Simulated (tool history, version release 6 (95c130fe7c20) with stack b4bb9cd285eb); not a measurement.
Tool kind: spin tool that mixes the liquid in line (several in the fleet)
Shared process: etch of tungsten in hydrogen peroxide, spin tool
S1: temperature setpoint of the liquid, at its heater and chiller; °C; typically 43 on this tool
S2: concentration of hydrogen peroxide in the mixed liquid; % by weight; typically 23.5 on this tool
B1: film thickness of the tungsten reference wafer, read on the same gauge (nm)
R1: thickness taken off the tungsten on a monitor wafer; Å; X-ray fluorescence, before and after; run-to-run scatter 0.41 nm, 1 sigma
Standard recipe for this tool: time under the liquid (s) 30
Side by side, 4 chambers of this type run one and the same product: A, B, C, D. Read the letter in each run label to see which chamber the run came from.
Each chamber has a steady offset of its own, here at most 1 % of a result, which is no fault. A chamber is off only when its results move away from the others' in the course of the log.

run 1C hour=7.4 | S1=43 S2=23.5 time_under_the_liquid_(s)=30 | B1=110.02 | R1=527.54
run 2A hour=14.5 | S1=43 S2=23.5 time_under_the_liquid_(s)=30 | B1=110 | R1=523.85
run 3B hour=21.6 | S1=43 S2=23.5 time_under_the_liquid_(s)=30 | B1=110.03 | R1=519.09
run 4D hour=30.9 | S1=43 S2=23.5 time_under_the_liquid_(s)=30 | B1=109.99 | R1=529.5
run 5A hour=35.8 | S1=43 S2=23.5 time_under_the_liquid_(s)=30 | B1=109.98 | R1=515.14
run 6C hour=40 | S1=43 S2=23.5 time_under_the_liquid_(s)=30 | B1=110.01 | R1=521.51
run 7D hour=44.5 | S1=43 S2=23.5 time_under_the_liquid_(s)=30 | B1=109.98 | R1=524.77
run 8B hour=52.6 | S1=43 S2=23.5 time_under_the_liquid_(s)=30 | B1=110 | R1=521.5
run 9B hour=58.3 | S1=43 S2=23.5 time_under_the_liquid_(s)=30 | B1=110 | R1=515.22
run 10D hour=62.6 | S1=43 S2=23.5 time_under_the_liquid_(s)=30 | B1=110 | R1=521.2
run 11C hour=68.4 | S1=43 S2=23.5 time_under_the_liquid_(s)=30 | B1=109.98 | R1=516.61
run 12A hour=73.9 | S1=43 S2=23.5 time_under_the_liquid_(s)=30 | B1=110.02 | R1=520.64
run 13C hour=83.2 | S1=43 S2=23.5 time_under_the_liquid_(s)=30 | B1=109.99 | R1=535.13
run 14B hour=91.1 | S1=43 S2=23.5 time_under_the_liquid_(s)=30 | B1=110.01 | R1=518.57
-- hour=96 chamber A: thermometer replaced
run 15A hour=97.5 | S1=43 S2=23.5 time_under_the_liquid_(s)=30 | B1=110.01 | R1=517.94
run 16D hour=102.1 | S1=43 S2=23.5 time_under_the_liquid_(s)=30 | B1=110.02 | R1=517.01
run 17B hour=109.8 | S1=43 S2=23.5 time_under_the_liquid_(s)=30 | B1=110.05 | R1=519.33
run 18D hour=114.7 | S1=43 S2=23.5 time_under_the_liquid_(s)=30 | B1=109.96 | R1=518.13
run 19C hour=123.7 | S1=43 S2=23.5 time_under_the_liquid_(s)=30 | B1=109.99 | R1=534.62
-- hour=124.7 chamber D: new drum of peroxide connected
run 20A hour=128.2 | S1=43 S2=23.5 time_under_the_liquid_(s)=30 | B1=110.02 | R1=528.75
run 21C hour=136.7 | S1=43 S2=23.5 time_under_the_liquid_(s)=30 | B1=109.97 | R1=543.12
-- hour=138.4 chamber C: new drum of peroxide connected
run 22D hour=142.9 | S1=40 S2=23.5 time_under_the_liquid_(s)=30 | B1=109.95 | R1=437.36
run 23B hour=149.2 | S1=40 S2=23.5 time_under_the_liquid_(s)=30 | B1=110.01 | R1=426.21
run 24A hour=154.9 | S1=40 S2=23.5 time_under_the_liquid_(s)=30 | B1=110.01 | R1=427.42
run 25D hour=159.4 | S1=40 S2=23.5 time_under_the_liquid_(s)=30 | B1=109.99 | R1=430.57
run 26A hour=167 | S1=43 S2=23.5 time_under_the_liquid_(s)=30 | B1=109.98 | R1=519.51
run 27C hour=175.2 | S1=47.5 S2=23.5 time_under_the_liquid_(s)=30 | B1=109.98 | R1=728.02
run 28B hour=180.7 | S1=47.5 S2=23.5 time_under_the_liquid_(s)=30 | B1=110.04 | R1=685.25
run 29C hour=189 | S1=47.5 S2=23.5 time_under_the_liquid_(s)=30 | B1=110.01 | R1=730.81
run 30D hour=196 | S1=47.5 S2=23.5 time_under_the_liquid_(s)=30 | B1=110.02 | R1=697.42
run 31B hour=200.6 | S1=43 S2=23.5 time_under_the_liquid_(s)=30 | B1=109.99 | R1=519.07
run 32A hour=206.8 | S1=43 S2=23.5 time_under_the_liquid_(s)=30 | B1=109.99 | R1=518.89
-- hour=207.4 chamber D: peroxide flow meter replaced
run 33D hour=214.2 | S1=43 S2=23.5 time_under_the_liquid_(s)=30 | B1=110 | R1=524.86
run 34C hour=219.9 | S1=43 S2=23.5 time_under_the_liquid_(s)=30 | B1=109.98 | R1=560.03
-- hour=220.8 chamber B: new drum of peroxide connected
run 35B hour=228.9 | S1=43 S2=23.5 time_under_the_liquid_(s)=30 | B1=109.99 | R1=520.25
run 36A hour=237.7 | S1=43 S2=23.5 time_under_the_liquid_(s)=30 | B1=109.99 | R1=524.04
run 37B hour=246.5 | S1=43 S2=23.5 time_under_the_liquid_(s)=30 | B1=110 | R1=518.88

Is one chamber out of step, is the gauge drifting, or do the chambers differ by no more than their own small offsets? For an off chamber, give its letter and the likeliest cause.

One chamber, C, drifts off from the rest bit by bit.
Most likely cause: liquid hotter than its thermometer reads (K) = 1.17.

Here are 4 candidates for chamber C's next run, each the usual settings with a change, their results left as question marks. Which one brings its results back in line with what the others give on the usual settings?
In line here means within this much of the mean the other chambers give on the usual settings: R1 15 Å
run 38C-1 hour=253.4 | S1=43.5 S2=23.5 time_under_the_liquid_(s)=30 | R1=?
run 38C-2 hour=253.4 | S1=43 S2=27 time_under_the_liquid_(s)=30 | R1=?
run 38C-3 hour=253.4 | S1=43 S2=20 time_under_the_liquid_(s)=30 | R1=?
run 38C-4 hour=253.4 | S1=42.5 S2=23.5 time_under_the_liquid_(s)=30 | R1=?

Other chambers, usual settings, mean: R1 522.2 Å
run=38C-1 R1=585.7
run=38C-2 R1=608.62
run=38C-3 R1=523.06
run=38C-4 R1=550.08
The answer is 38C-3, which returns the chamber to within the allowed miss of the others.
